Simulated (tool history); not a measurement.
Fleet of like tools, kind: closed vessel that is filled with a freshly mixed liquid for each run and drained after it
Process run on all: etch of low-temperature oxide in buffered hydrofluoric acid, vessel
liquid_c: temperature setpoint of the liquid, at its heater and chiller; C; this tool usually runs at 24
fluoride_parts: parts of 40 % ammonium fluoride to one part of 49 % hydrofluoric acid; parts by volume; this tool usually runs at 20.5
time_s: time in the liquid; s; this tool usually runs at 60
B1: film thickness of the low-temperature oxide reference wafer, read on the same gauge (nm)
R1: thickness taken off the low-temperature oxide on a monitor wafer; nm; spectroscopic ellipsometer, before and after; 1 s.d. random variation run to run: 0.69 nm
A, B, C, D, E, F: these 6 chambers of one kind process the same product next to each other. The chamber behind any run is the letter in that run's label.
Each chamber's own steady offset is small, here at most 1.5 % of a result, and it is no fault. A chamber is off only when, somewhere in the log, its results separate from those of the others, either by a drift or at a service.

At hour 9.3: chamber E: hydrofluoric acid flow meter replaced.
Run 1B, hour 10.6: usual settings; B1 40.011. Result: R1 78.179 nm.
Run 2D, hour 20.6: usual settings; B1 39.98. Result: R1 79.783 nm.
Run 3A, hour 27.2: usual settings; B1 39.978. Result: R1 79.521 nm.
Run 4E, hour 32.8: usual settings; B1 40.009. Result: R1 78.72 nm.
Run 5F, hour 38.4: usual settings; B1 40.015. Result: R1 78.669 nm.
Run 6C, hour 48.3: usual settings; B1 40.003. Result: R1 77.671 nm.
Run 7E, hour 57.3: usual settings; B1 39.985. Result: R1 77.622 nm.
Run 8A, hour 66: usual settings; B1 40.001. Result: R1 78.848 nm.
Run 9B, hour 72.2: usual settings; B1 39.999. Result: R1 79.378 nm.
Run 10F, hour 82: usual settings; B1 40.019. Result: R1 77.92 nm.
Run 11C, hour 91.1: usual settings; B1 39.993. Result: R1 77.553 nm.
Run 12D, hour 97.6: usual settings; B1 40.008. Result: R1 79.813 nm.
Run 13E, hour 110.3: usual settings; B1 40.012. Result: R1 79.377 nm.
Run 14B, hour 118.5: usual settings; B1 39.989. Result: R1 80.403 nm.
Run 15C, hour 130.4: usual settings; B1 39.999. Result: R1 78.296 nm.
Run 16A, hour 139.7: usual settings but liquid_c 27 C, fluoride_parts 14.5 parts by volume; B1 39.996. Result: R1 129.42 nm.
At hour 143.4: chamber F: thermometer replaced.
Run 17F, hour 150: usual settings but liquid_c 27 C, fluoride_parts 14.5 parts by volume; B1 39.988. Result: R1 126.75 nm.
Run 18D, hour 158.7: usual settings but liquid_c 27 C, fluoride_parts 14.5 parts by volume; B1 39.993. Result: R1 131.94 nm.
Run 19A, hour 164.5: usual settings but liquid_c 27 C, fluoride_parts 14.5 parts by volume; B1 40.003. Result: R1 131.3 nm.
Run 20C, hour 171.9: usual settings but liquid_c 27 C, fluoride_parts 14.5 parts by volume; B1 40.003. Result: R1 129.76 nm.
Run 21D, hour 182.7: usual settings but liquid_c 27 C, fluoride_parts 14.5 parts by volume; B1 39.986. Result: R1 130.37 nm.
Run 22E, hour 188.9: usual settings; B1 40.01. Result: R1 78.777 nm.
Run 23B, hour 197.7: usual settings but time_s 30 s; B1 40.006. Result: R1 39.32 nm.
Run 24F, hour 206.6: usual settings but time_s 30 s; B1 39.995. Result: R1 38.988 nm.
At hour 210.8: chamber C: hydrofluoric acid flow meter replaced.
Run 25E, hour 213.2: usual settings but time_s 30 s; B1 39.976. Result: R1 39.019 nm.
Run 26D, hour 225.7: usual settings but time_s 30 s; B1 39.986. Result: R1 39.501 nm.
Run 27F, hour 234.9: usual settings but time_s 30 s; B1 39.983. Result: R1 39.076 nm.
Run 28A, hour 246.9: usual settings but time_s 30 s; B1 40.012. Result: R1 40.369 nm.
Run 29C, hour 257.1: usual settings; B1 40.003. Result: R1 79.692 nm.
Run 30B, hour 264.3: usual settings; B1 39.986. Result: R1 78.812 nm.
Run 31C, hour 273.7: usual settings; B1 39.989. Result: R1 78.654 nm.
At hour 283.9: chamber D: hydrofluoric acid flow meter replaced.
Run 32B, hour 285.7: usual settings; B1 40.004. Result: R1 79.087 nm.
Run 33A, hour 294.9: usual settings; B1 40.015. Result: R1 79.373 nm.
Run 34F, hour 307: usual settings; B1 39.993. Result: R1 75.627 nm.
Run 35E, hour 314.4: usual settings; B1 40.017. Result: R1 78.682 nm.
Run 36D, hour 326.7: usual settings; B1 40.013. Result: R1 79.894 nm.
Run 37C, hour 333.8: usual settings but time_s 45 s; B1 40.015. Result: R1 59.077 nm.
Run 38A, hour 339.6: usual settings but time_s 45 s; B1 39.988. Result: R1 58.691 nm.
Run 39F, hour 347.5: usual settings but time_s 45 s; B1 40.009. Result: R1 56.548 nm.

Has any chamber moved away from the others, gradually or after a service, or does the common gauge drift, or do the chambers differ only by their own small steady offsets? State the chamber and the most likely cause if one applies.

One chamber, F, drifts off from the rest bit by bit.
What lies behind it: hydrofluoric acid flow below the setpoint (%) = 7.46.

Here are 4 candidates for chamber F's next run, each the usual settings with a change, their results left as question marks. Which one brings its results back in line with what the others give on the usual settings?
In line means no further than this from the other chambers' mean on the usual settings: R1 2.4 nm
Run 40F-1, hour 356.6: usual settings but fluoride_parts 19 parts by volume. Result: R1 ?.
Run 40F-2, hour 356.6: usual settings but liquid_c 23.5 C, fluoride_parts 21.5 parts by volume. Result: R1 ?.
Run 40F-3, hour 356.6: usual settings but fluoride_parts 20 parts by volume, time_s 65 s. Result: R1 ?.
Run 40F-4, hour 356.6: usual settings but liquid_c 23 C, fluoride_parts 22 parts by volume. Result: R1 ?.

Average result of the remaining chambers running the usual settings: R1 78.812 nm
  run      R1
40F-1  78.941
40F-2  70.658
40F-3  82.593
40F-4  67.671
40F-1 brings the chamber back in line.
